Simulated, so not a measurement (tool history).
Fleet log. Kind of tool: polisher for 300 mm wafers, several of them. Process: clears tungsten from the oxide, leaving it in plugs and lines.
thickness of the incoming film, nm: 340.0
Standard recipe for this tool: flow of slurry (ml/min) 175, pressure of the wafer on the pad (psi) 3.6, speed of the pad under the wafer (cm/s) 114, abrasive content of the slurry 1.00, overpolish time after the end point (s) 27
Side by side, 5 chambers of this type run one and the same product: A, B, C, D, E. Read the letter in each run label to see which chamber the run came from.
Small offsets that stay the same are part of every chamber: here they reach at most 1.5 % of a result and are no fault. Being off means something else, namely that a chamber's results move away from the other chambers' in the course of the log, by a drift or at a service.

run     day  flow of slurry (ml/min)  pressure of the wafer on the pad (psi)  speed of the pad under the wafer (cm/s)  abrasive content of the slurry  overpolish time after the end point (s)  time until the end point was called (s)
      0.404  -- chamber C: slurry tank refilled with fresh slurry and peroxide
 1C   0.408                      175                                     3.6                                      114                            1.00                                       27                                   75.401
      0.783  -- chamber B: slurry blender recalibrated
      0.783  -- chamber C: worn pad replaced by a new one
 2E   0.808                      175                                     3.6                                      114                            1.00                                       27                                   79.565
 3D   1.158                      175                                     3.6                                      114                            1.00                                       27                                   76.451
 4B   1.562                      175                                     3.6                                      114                            1.00                                       27                                   74.561
 5A   1.850                      175                                     3.6                                      114                            1.00                                       27                                   73.508
      2.021  -- chamber A: slurry tank refilled with fresh slurry and peroxide
 6D   2.246                      175                                     3.6                                      114                            0.85                                       27                                   77.186
      2.267  -- chamber D: slurry blender recalibrated
      2.388  -- chamber C: slurry tank refilled with fresh slurry and peroxide
      2.446  -- chamber C: slurry blender recalibrated
 7C   2.583                      175                                     3.6                                      114                            0.85                                       27                                   78.183
 8E   2.871                      175                                     3.6                                      114                            0.85                                       27                                   81.434
      2.950  -- chamber E: slurry tank refilled with fresh slurry and peroxide
      3.192  -- chamber D: worn pad replaced by a new one
 9A   3.221                      175                                     3.6                                      114                            0.85                                       27                                   76.761
10B   3.562                      175                                     3.6                                      114                            0.85                                       27                                   79.253
11D   3.888                      175                                     3.6                                      114                            1.00                                       27                                   76.931
12B   4.121                      175                                     3.6                                      114                            1.00                                       27                                   77.583
      4.129  -- chamber A: worn pad replaced by a new one
      4.325  -- chamber E: worn pad replaced by a new one
13C   4.333                      175                                     3.6                                      114                            1.00                                       27                                   75.544
      4.604  -- chamber E: slurry nozzle cleaned
14A   4.642                      175                                     3.6                                      114                            1.00                                       27                                   77.426
      4.704  -- chamber E: slurry blender recalibrated
      4.758  -- chamber C: slurry tank refilled with fresh slurry and peroxide
15E   4.971                      175                                     3.6                                      114                            1.00                                       27                                   76.151
      5.242  -- chamber B: slurry tank refilled with fresh slurry and peroxide
      5.308  -- chamber C: worn pad replaced by a new one
16A   5.350                      175                                     3.6                                      114                            1.00                                       27                                   77.454
      5.575  -- chamber A: slurry blender recalibrated
17E   5.596                      175                                     3.6                                      114                            1.00                                       27                                   76.966
18C   5.979                      235                                     3.6                                      114                            1.00                                       27                                   73.556
      6.338  -- chamber B: worn pad replaced by a new one
19B   6.367                      235                                     3.6                                      114                            1.00                                       27                                   74.883
20D   6.725                      235                                     3.6                                      114                            1.00                                       27                                   76.698
21C   7.050                      235                                     3.6                                      114                            1.00                                       27                                   71.410
      7.138  -- chamber C: slurry tank refilled with fresh slurry and peroxide
22E   7.267                      235                                     3.6                                      114                            1.00                                       27                                   73.297
      7.342  -- chamber D: worn pad replaced by a new one
23B   7.446                      175                                     3.6                                      114                            1.00                                       27                                   75.099
24A   7.662                      175                                     3.6                                      114                            1.00                                       27                                   76.574
      7.721  -- chamber A: head pressure recalibrated
25D   7.950                      175                                     3.6                                      114                            1.00                                       27                                   82.767
26B   8.233                      175                                     3.6                                      114                            1.00                                       27                                   78.185
27C   8.421                      175                                     3.6                                      114                            1.00                                       27                                   77.045
28A   8.650                      175                                     3.6                                      114                            1.00                                       27                                   77.036
29D   9.033                      175                                     3.6                                      114                            1.00                                       27                                   86.084
      9.175  -- chamber C: slurry tank refilled with fresh slurry and peroxide
30E   9.262                      175                                     3.6                                      114                            1.00                                       27                                   78.139
      9.275  -- chamber E: worn pad replaced by a new one
      9.533  -- chamber C: worn pad replaced by a new one
31A   9.642                      175                                     3.6                                      114                            1.00                                       27                                   77.166
      9.925  -- chamber E: slurry tank refilled with fresh slurry and peroxide
32B   9.925                      175                                     3.6                                      114                            1.00                                       27                                   74.551
33E  10.333                      175                                     3.6                                      114                            1.00                                       27                                   74.990
34C  10.658                      175                                     3.6                                      114                            1.00                                       27                                   75.881

Does one chamber stand apart from the rest, does the shared gauge drift, or is all well apart from small per-chamber offsets? Give the chamber and the most likely cause, where there is one.

Chamber D drifts away from the others.
Most likely cause: peroxide lost from the slurry, % = 34.

Chamber D could run next with any of the 4 candidate recipes listed below; each alters the usual settings, and their results appear as question marks. Which one brings its results back in line with what the other chambers deliver on the usual settings?
To be in line, a result may differ from the other chambers' mean on the usual settings by at most: time until the end point was called (s) 4.800
35D-1  10.954                      170                                     3.6                                       86                            0.95                                       27                                        ?
35D-2  10.954                      175                                     3.3                                      106                            1.00                                       27                                        ?
35D-3  10.954                      185                                     4.8                                      114                            1.05                                       27                                        ?
35D-4  10.954                      175                                     4.2                                      114                            1.00                                       27                                        ?

On the usual settings, the other chambers give on average: time until the end point was called (s) 76.456
  run  time until the end point was called (s)
35D-1                                  119.500
35D-2                                  103.720
35D-3                                   65.227
35D-4                                   75.922
35D-4 brings the chamber back in line.
